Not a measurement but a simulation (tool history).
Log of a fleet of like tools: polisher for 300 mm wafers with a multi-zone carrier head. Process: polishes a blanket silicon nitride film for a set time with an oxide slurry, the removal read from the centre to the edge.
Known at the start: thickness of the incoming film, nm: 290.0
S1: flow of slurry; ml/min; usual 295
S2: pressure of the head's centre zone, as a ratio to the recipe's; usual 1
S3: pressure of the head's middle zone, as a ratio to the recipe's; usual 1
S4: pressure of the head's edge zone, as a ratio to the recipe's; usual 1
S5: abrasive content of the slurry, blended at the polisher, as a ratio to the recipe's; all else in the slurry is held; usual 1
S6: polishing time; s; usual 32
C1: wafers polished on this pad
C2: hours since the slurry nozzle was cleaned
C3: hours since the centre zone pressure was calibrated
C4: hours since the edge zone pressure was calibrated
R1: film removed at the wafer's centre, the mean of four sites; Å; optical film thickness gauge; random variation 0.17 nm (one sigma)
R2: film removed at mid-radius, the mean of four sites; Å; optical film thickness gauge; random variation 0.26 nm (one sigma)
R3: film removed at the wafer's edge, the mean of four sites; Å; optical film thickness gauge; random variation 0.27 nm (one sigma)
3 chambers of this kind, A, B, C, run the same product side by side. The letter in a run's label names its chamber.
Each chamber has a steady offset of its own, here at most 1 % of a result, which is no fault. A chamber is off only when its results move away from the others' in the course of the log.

At hour 6: chamber A: worn pad replaced by a new one.
Run 1A, hour 12.3: usual settings; C1 52; C2 292.8; C3 600.7; C4 615.7. Result: R1 209.25 Å, R2 207.29 Å, R3 204.48 Å.
Run 2B, hour 24.3: usual settings; C1 264; C2 404.5; C3 546.5; C4 401.3. Result: R1 206 Å, R2 206.46 Å, R3 205.93 Å.
Run 3C, hour 36.1: usual settings; C1 791; C2 430.5; C3 66.5; C4 307.8. Result: R1 207.36 Å, R2 204.79 Å, R3 202.5 Å.
At hour 41.1: chamber A: slurry nozzle cleaned.
Run 4B, hour 46.4: usual settings; C1 448; C2 426.6; C3 568.6; C4 423.4. Result: R1 202.54 Å, R2 206.34 Å, R3 203.51 Å.
Run 5C, hour 54.2: usual settings; C1 941; C2 448.6; C3 84.6; C4 325.9. Result: R1 204 Å, R2 207.71 Å, R3 206.34 Å.
Run 6A, hour 66.2: usual settings; C1 500; C2 25.2; C3 654.6; C4 669.6. Result: R1 210.45 Å, R2 207.47 Å, R3 209.81 Å.
Run 7C, hour 78.5: usual settings; C1 1143; C2 472.9; C3 108.9; C4 350.2. Result: R1 207.75 Å, R2 205.87 Å, R3 209.85 Å.
At hour 86.6: chamber A: worn pad replaced by a new one.
Run 8A, hour 88.5: usual settings; C1 15; C2 47.5; C3 676.9; C4 691.9. Result: R1 210.17 Å, R2 206.14 Å, R3 206.54 Å.
Run 9B, hour 99.8: usual settings but S3 0.93, S6 23 s; C1 891; C2 480; C3 622; C4 476.8. Result: R1 147.97 Å, R2 139.51 Å, R3 150.08 Å.
At hour 114.6: chamber B: edge zone pressure recalibrated.
Run 10A, hour 114.9: usual settings but S3 0.93, S6 23 s; C1 235; C2 73.9; C3 703.3; C4 718.3. Result: R1 148.59 Å, R2 140.65 Å, R3 147.19 Å.
At hour 121.3: chamber A: centre zone pressure recalibrated.
At hour 122.5: chamber B: centre zone pressure recalibrated.
Run 11C, hour 122.7: usual settings but S3 0.93, S6 23 s; C1 1510; C2 517.1; C3 153.1; C4 394.4. Result: R1 143.33 Å, R2 133.79 Å, R3 147.85 Å.
At hour 136: chamber C: slurry nozzle cleaned.
Run 12B, hour 137.6: usual settings; C1 1205; C2 517.8; C3 15.1; C4 23. Result: R1 205.32 Å, R2 208.67 Å, R3 212.63 Å.
Run 13C, hour 149.2: usual settings; C1 1730; C2 13.3; C3 179.6; C4 420.9. Result: R1 198.43 Å, R2 195.7 Å, R3 203.77 Å.
Run 14B, hour 159.9: usual settings but S4 0.91, S5 1.1; C1 1390; C2 540.1; C3 37.4; C4 45.3. Result: R1 215.2 Å, R2 216.46 Å, R3 202.29 Å.
At hour 161.2: chamber B: worn pad replaced by a new one.
Run 15A, hour 174.4: usual settings but S4 0.91, S5 1.1; C1 728; C2 133.4; C3 53.1; C4 777.8. Result: R1 214.12 Å, R2 219.38 Å, R3 209.09 Å.
At hour 181.9: chamber A: worn pad replaced by a new one.
Run 16C, hour 190.9: usual settings but S4 0.91, S5 1.1; C1 2076; C2 55; C3 221.3; C4 462.6. Result: R1 202.12 Å, R2 203.71 Å, R3 196.63 Å.
Run 17A, hour 198.8: usual settings; C1 140; C2 157.8; C3 77.5; C4 802.2. Result: R1 205.9 Å, R2 208.61 Å, R3 207.51 Å.
At hour 207.6: chamber C: edge zone pressure recalibrated.
Run 18B, hour 209.7: usual settings but S4 1.06; C1 402; C2 589.9; C3 87.2; C4 95.1. Result: R1 205.55 Å, R2 207.17 Å, R3 212.91 Å.
Run 19A, hour 223.3: usual settings but S4 1.06; C1 343; C2 182.3; C3 102; C4 826.7. Result: R1 206.29 Å, R2 206.9 Å, R3 215.82 Å.
Run 20B, hour 231.4: usual settings but S4 1.06; C1 583; C2 611.6; C3 108.9; C4 116.8. Result: R1 206.31 Å, R2 206.97 Å, R3 212.99 Å.
Run 21C, hour 243.1: usual settings; C1 2509; C2 107.2; C3 273.5; C4 35.5. Result: R1 190.42 Å, R2 187.18 Å, R3 192.7 Å.
At hour 254: chamber B: slurry nozzle cleaned.
Run 22A, hour 257.2: usual settings but S2 1.05; C1 625; C2 216.2; C3 135.9; C4 860.6. Result: R1 218.81 Å, R2 207.9 Å, R3 205.33 Å.
Run 23B, hour 269.2: usual settings but S2 1.05; C1 896; C2 15.2; C3 146.7; C4 154.6. Result: R1 218.42 Å, R2 206.63 Å, R3 206.61 Å.
Run 24C, hour 276.5: usual settings but S2 1.05; C1 2787; C2 140.6; C3 306.9; C4 68.9. Result: R1 194.99 Å, R2 184.05 Å, R3 181.72 Å.

Is one chamber off against the others, does the gauge drift, or is nothing wrong? If a chamber is off, say which, and what the likeliest cause is.

Chamber C drifts away from the others.
Cause: removal rate lost through wear of the pad, % = 10.7.

Here are 4 candidates for chamber C's next run, each the usual settings with a change, their results left as question marks. Which one brings its results back in line with what the others give on the usual settings?
In line means no further than this from the other chambers' mean on the usual settings: R1 5.9 Å; R2 9.2 Å; R3 9.4 Å
Run 25C-1, hour 288.4: usual settings but S1 290 ml/min, S2 0.99, S3 0.97, S4 1.01, S5 0.95, S6 27 s. Result: R1 ?, R2 ?, R3 ?.
Run 25C-2, hour 288.4: usual settings but S1 305 ml/min, S2 1.01, S3 1.03, S4 0.99, S5 1.05, S6 38 s. Result: R1 ?, R2 ?, R3 ?.
Run 25C-3, hour 288.4: usual settings but S1 300 ml/min, S2 1.01, S3 1.02, S4 0.99, S5 1.05, S6 35 s. Result: R1 ?, R2 ?, R3 ?.
Run 25C-4, hour 288.4: usual settings but S1 290 ml/min, S3 0.98, S5 0.95, S6 29 s. Result: R1 ?, R2 ?, R3 ?.

The other chambers' mean on the usual settings: R1 207.14 Å; R2 207.52 Å; R3 206.75 Å
  run      R1      R2      R3
25C-1  149.61   146.3  154.58
25C-2  226.58  228.95  225.98
25C-3   208.3  208.64  207.91
25C-4  162.46  158.63  165.13
25C-3 brings the chamber back in line.
